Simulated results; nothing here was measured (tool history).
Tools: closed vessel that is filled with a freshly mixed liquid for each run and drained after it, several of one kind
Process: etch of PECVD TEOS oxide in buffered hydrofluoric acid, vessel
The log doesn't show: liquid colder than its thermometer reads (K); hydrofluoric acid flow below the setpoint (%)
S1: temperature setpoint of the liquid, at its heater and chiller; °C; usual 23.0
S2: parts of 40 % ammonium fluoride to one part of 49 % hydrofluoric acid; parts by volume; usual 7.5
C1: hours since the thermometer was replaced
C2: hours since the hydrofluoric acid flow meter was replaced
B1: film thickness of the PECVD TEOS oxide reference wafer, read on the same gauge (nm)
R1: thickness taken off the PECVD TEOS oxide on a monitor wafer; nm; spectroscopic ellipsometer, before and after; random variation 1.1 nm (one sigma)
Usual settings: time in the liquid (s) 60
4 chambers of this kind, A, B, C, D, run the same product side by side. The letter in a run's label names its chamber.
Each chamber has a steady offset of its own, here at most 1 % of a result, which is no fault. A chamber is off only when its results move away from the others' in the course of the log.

{"run": "1D", "hour": 4.2, "S1": 23.0, "S2": 7.5, "time in the liquid (s)": 60, "C1": 258.9, "C2": 798.1, "B1": 89.999, "R1": 152.89}
{"run": "2C", "hour": 8.2, "S1": 23.0, "S2": 7.5, "time in the liquid (s)": 60, "C1": 1316.1, "C2": 1852.5, "B1": 90.027, "R1": 150.75}
{"run": "3B", "hour": 10.9, "S1": 23.0, "S2": 7.5, "time in the liquid (s)": 60, "C1": 1595.0, "C2": 334.5, "B1": 90.001, "R1": 152.63}
{"run": "4A", "hour": 13.9, "S1": 23.0, "S2": 7.5, "time in the liquid (s)": 60, "C1": 162.1, "C2": 1200.8, "B1": 89.972, "R1": 153.4}
{"run": "5C", "hour": 17.8, "S1": 23.0, "S2": 7.5, "time in the liquid (s)": 60, "C1": 1325.7, "C2": 1862.1, "B1": 90.0, "R1": 150.31}
{"run": "6B", "hour": 22.3, "S1": 21.0, "S2": 5.5, "time in the liquid (s)": 60, "C1": 1606.4, "C2": 345.9, "B1": 90.035, "R1": 181.64}
{"run": "7D", "hour": 25.9, "S1": 21.0, "S2": 5.5, "time in the liquid (s)": 60, "C1": 280.6, "C2": 819.8, "B1": 90.011, "R1": 183.47}
{"run": "8A", "hour": 28.9, "S1": 21.0, "S2": 5.5, "time in the liquid (s)": 60, "C1": 177.1, "C2": 1215.8, "B1": 90.02, "R1": 184.55}
{"run": "9A", "hour": 31.9, "S1": 21.0, "S2": 5.5, "time in the liquid (s)": 60, "C1": 180.1, "C2": 1218.8, "B1": 90.006, "R1": 181.19}
{"run": "10B", "hour": 34.7, "S1": 23.0, "S2": 6.5, "time in the liquid (s)": 85, "C1": 1618.8, "C2": 358.3, "B1": 90.015, "R1": 248.21}
{"run": "11C", "hour": 38.7, "S1": 23.0, "S2": 6.5, "time in the liquid (s)": 85, "C1": 1346.6, "C2": 1883.0, "B1": 90.009, "R1": 248.09}
{"run": "12D", "hour": 43.2, "S1": 23.0, "S2": 6.5, "time in the liquid (s)": 85, "C1": 297.9, "C2": 837.1, "B1": 89.976, "R1": 249.51}
{"run": "13B", "hour": 47.1, "S1": 23.0, "S2": 6.5, "time in the liquid (s)": 85, "C1": 1631.2, "C2": 370.7, "B1": 90.034, "R1": 247.7}
{"run": "14A", "hour": 49.1, "S1": 23.0, "S2": 7.5, "time in the liquid (s)": 60, "C1": 197.3, "C2": 1236.0, "B1": 89.99, "R1": 150.65}
{"run": "15C", "hour": 51.5, "S1": 23.0, "S2": 7.5, "time in the liquid (s)": 60, "C1": 1359.4, "C2": 1895.8, "B1": 90.021, "R1": 151.23}
{"run": "16D", "hour": 54.3, "S1": 23.0, "S2": 7.5, "time in the liquid (s)": 60, "C1": 309.0, "C2": 848.2, "B1": 90.021, "R1": 153.92}
{"run": "17A", "hour": 56.8, "S1": 23.0, "S2": 7.5, "time in the liquid (s)": 60, "C1": 205.0, "C2": 1243.7, "B1": 90.028, "R1": 148.92}
{"run": "18B", "hour": 60.9, "S1": 23.0, "S2": 7.5, "time in the liquid (s)": 60, "C1": 1645.0, "C2": 384.5, "B1": 89.999, "R1": 153.45}
{"run": "19D", "hour": 65.3, "S1": 23.0, "S2": 7.5, "time in the liquid (s)": 60, "C1": 320.0, "C2": 859.2, "B1": 90.005, "R1": 153.77}
{"run": "20C", "hour": 69.6, "S1": 23.0, "S2": 7.5, "time in the liquid (s)": 60, "C1": 1377.5, "C2": 1913.9, "B1": 89.973, "R1": 152.09}
{"run": "21C", "hour": 73.1, "S1": 23.0, "S2": 7.5, "time in the liquid (s)": 60, "C1": 1381.0, "C2": 1917.4, "B1": 90.018, "R1": 153.25}
{"run": "22B", "hour": 75.1, "S1": 23.0, "S2": 7.5, "time in the liquid (s)": 60, "C1": 1659.2, "C2": 398.7, "B1": 90.009, "R1": 153.17}
{"run": "23A", "hour": 78.2, "S1": 23.0, "S2": 7.5, "time in the liquid (s)": 60, "C1": 226.4, "C2": 1265.1, "B1": 90.028, "R1": 147.25}
{"hour": 80.8, "done": "chamber C: thermometer replaced"}
{"run": "24D", "hour": 81.7, "S1": 19.5, "S2": 5.5, "time in the liquid (s)": 60, "C1": 336.4, "C2": 875.6, "B1": 89.996, "R1": 170.29}
{"run": "25B", "hour": 85.0, "S1": 19.5, "S2": 5.5, "time in the liquid (s)": 60, "C1": 1669.1, "C2": 408.6, "B1": 90.004, "R1": 166.28}
{"run": "26A", "hour": 87.4, "S1": 19.5, "S2": 5.5, "time in the liquid (s)": 60, "C1": 235.6, "C2": 1274.3, "B1": 90.028, "R1": 162.22}
{"run": "27D", "hour": 90.2, "S1": 19.5, "S2": 5.5, "time in the liquid (s)": 60, "C1": 344.9, "C2": 884.1, "B1": 90.002, "R1": 170.97}
{"run": "28C", "hour": 92.3, "S1": 23.0, "S2": 7.5, "time in the liquid (s)": 60, "C1": 11.6, "C2": 1936.6, "B1": 90.011, "R1": 152.36}

Is one chamber off against the others, does the gauge drift, or is nothing wrong? If a chamber is off, say which, and what the likeliest cause is.

Chamber A drifts away from the others.
Cause: hydrofluoric acid flow below the setpoint (%) = 4.97.
The log may not tell that from: liquid colder than its thermometer reads (K).

Here are 4 candidates for chamber A's next run, each the usual settings with a change, their results left as question marks. Which one brings its results back in line with what the others give on the usual settings?
In line means no further than this from the other chambers' mean on the usual settings: R1 3.900 nm
{"run": "29A-1", "hour": 95.6, "S1": 22.0, "S2": 7.5, "time in the liquid (s)": 60, "R1": "?"}
{"run": "29A-2", "hour": 95.6, "S1": 21.0, "S2": 7.5, "time in the liquid (s)": 60, "R1": "?"}
{"run": "29A-3", "hour": 95.6, "S1": 24.0, "S2": 7.5, "time in the liquid (s)": 60, "R1": "?"}
{"run": "29A-4", "hour": 95.6, "S1": 25.0, "S2": 7.5, "time in the liquid (s)": 60, "R1": "?"}

The other chambers' mean on the usual settings: R1 152.780 nm
run=29A-1 R1=137.520
run=29A-2 R1=130.180
run=29A-3 R1=153.210
run=29A-4 R1=161.580
29A-3 brings the chamber back in line.

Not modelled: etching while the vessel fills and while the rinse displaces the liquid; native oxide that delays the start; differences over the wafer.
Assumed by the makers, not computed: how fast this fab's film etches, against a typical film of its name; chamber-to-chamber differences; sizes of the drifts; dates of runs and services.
